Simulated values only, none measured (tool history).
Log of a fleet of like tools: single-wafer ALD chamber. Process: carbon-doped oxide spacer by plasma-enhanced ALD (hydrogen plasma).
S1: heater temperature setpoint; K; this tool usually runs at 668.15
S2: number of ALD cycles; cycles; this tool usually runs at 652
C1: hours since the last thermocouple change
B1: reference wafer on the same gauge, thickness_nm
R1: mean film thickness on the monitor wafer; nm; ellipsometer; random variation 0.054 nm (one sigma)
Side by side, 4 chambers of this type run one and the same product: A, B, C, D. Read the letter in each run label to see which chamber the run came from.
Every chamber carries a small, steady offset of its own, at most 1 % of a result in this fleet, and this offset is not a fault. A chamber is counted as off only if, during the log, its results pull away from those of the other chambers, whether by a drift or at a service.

| run | hour | S1 | S2 | C1 | B1 | R1 |
|---|---|---|---|---|---|---|
| 1A | 3.4 | 668.15 | 652 | 142.6 | 36.110 | 32.529 |
| 2B | 5.7 | 668.15 | 652 | 1433.3 | 36.113 | 32.286 |
| 3D | 9.8 | 668.15 | 652 | 531.1 | 36.112 | 32.873 |
| 4C | 12.6 | 668.15 | 652 | 2058.8 | 36.119 | 32.896 |
| 5B | 16.2 | 668.15 | 652 | 1443.8 | 36.129 | 32.280 |
| 6A | 20.6 | 668.15 | 524 | 159.8 | 36.131 | 26.111 |
| 7D | 22.7 | 668.15 | 524 | 544.0 | 36.134 | 26.419 |
| 8C | 24.9 | 668.15 | 524 | 2071.1 | 36.141 | 26.445 |
| 9D | 27.2 | 668.15 | 524 | 548.5 | 36.152 | 26.491 |
| 10A | 30.3 | 663.15 | 652 | 169.5 | 36.144 | 32.501 |
|  | 30.7 | chamber C: thermocouple changed; heater temperature recalibrated |
| 11B | 34.4 | 663.15 | 652 | 1462.0 | 36.150 | 32.317 |
| 12C | 38.4 | 663.15 | 652 | 7.8 | 36.178 | 32.832 |
| 13A | 42.3 | 663.15 | 652 | 181.5 | 36.164 | 32.513 |
| 14B | 46.0 | 668.15 | 652 | 1473.6 | 36.188 | 32.396 |
| 15D | 48.5 | 668.15 | 652 | 569.8 | 36.179 | 33.066 |
| 16C | 51.6 | 668.15 | 652 | 21.0 | 36.195 | 32.803 |
| 17D | 54.4 | 668.15 | 652 | 575.7 | 36.200 | 32.923 |
| 18C | 58.1 | 661.15 | 702 | 27.5 | 36.194 | 35.451 |
| 19A | 60.9 | 661.15 | 702 | 200.1 | 36.210 | 35.047 |
| 20B | 64.0 | 661.15 | 702 | 1491.6 | 36.219 | 34.934 |
| 21A | 67.9 | 661.15 | 702 | 207.1 | 36.223 | 34.939 |
| 22D | 70.2 | 668.15 | 652 | 591.5 | 36.221 | 33.022 |
| 23C | 74.6 | 668.15 | 652 | 44.0 | 36.227 | 32.876 |
| 24B | 77.7 | 668.15 | 652 | 1505.3 | 36.249 | 32.567 |
| 25B | 80.3 | 668.15 | 652 | 1507.9 | 36.230 | 32.375 |
| 26C | 83.5 | 668.15 | 652 | 52.9 | 36.242 | 32.896 |
| 27A | 87.4 | 668.15 | 652 | 226.6 | 36.255 | 32.521 |
| 28D | 89.6 | 668.15 | 652 | 610.9 | 36.242 | 33.054 |
| 29A | 92.5 | 668.15 | 652 | 231.7 | 36.274 | 32.594 |
| 30C | 95.4 | 668.15 | 652 | 64.8 | 36.278 | 32.903 |
| 31D | 98.4 | 668.15 | 652 | 619.7 | 36.258 | 33.096 |
| 32B | 102.8 | 668.15 | 652 | 1530.4 | 36.279 | 32.482 |
| 33A | 104.9 | 668.15 | 652 | 244.1 | 36.289 | 32.553 |
| 34D | 109.6 | 668.15 | 652 | 630.9 | 36.288 | 33.138 |
| 35B | 112.1 | 668.15 | 652 | 1539.7 | 36.296 | 32.476 |
| 36C | 114.4 | 678.15 | 541 | 83.8 | 36.304 | 26.977 |
| 37A | 118.5 | 678.15 | 541 | 257.7 | 36.319 | 26.716 |
| 38D | 122.9 | 678.15 | 541 | 644.2 | 36.306 | 27.011 |
| 39B | 127.3 | 678.15 | 541 | 1554.9 | 36.340 | 26.278 |
| 40C | 129.9 | 668.15 | 652 | 99.3 | 36.321 | 33.068 |
| 41B | 133.7 | 668.15 | 652 | 1561.3 | 36.338 | 32.481 |
| 42A | 136.4 | 668.15 | 652 | 275.6 | 36.336 | 32.657 |
| 43C | 138.7 | 668.15 | 652 | 108.1 | 36.346 | 33.131 |

Next, every chamber runs the same settings. What will each give?
| 44A | 142.1 | 668.15 | 607 |  |  | ? |
| 44B | 142.1 | 668.15 | 607 |  |  | ? |
| 44C | 142.1 | 668.15 | 607 |  |  | ? |
| 44D | 142.1 | 668.15 | 607 |  |  | ? |

| run | R1 |
|---|---|
| 44A | 30.415 |
| 44B | 30.406 |
| 44C | 30.800 |
| 44D | 30.875 |

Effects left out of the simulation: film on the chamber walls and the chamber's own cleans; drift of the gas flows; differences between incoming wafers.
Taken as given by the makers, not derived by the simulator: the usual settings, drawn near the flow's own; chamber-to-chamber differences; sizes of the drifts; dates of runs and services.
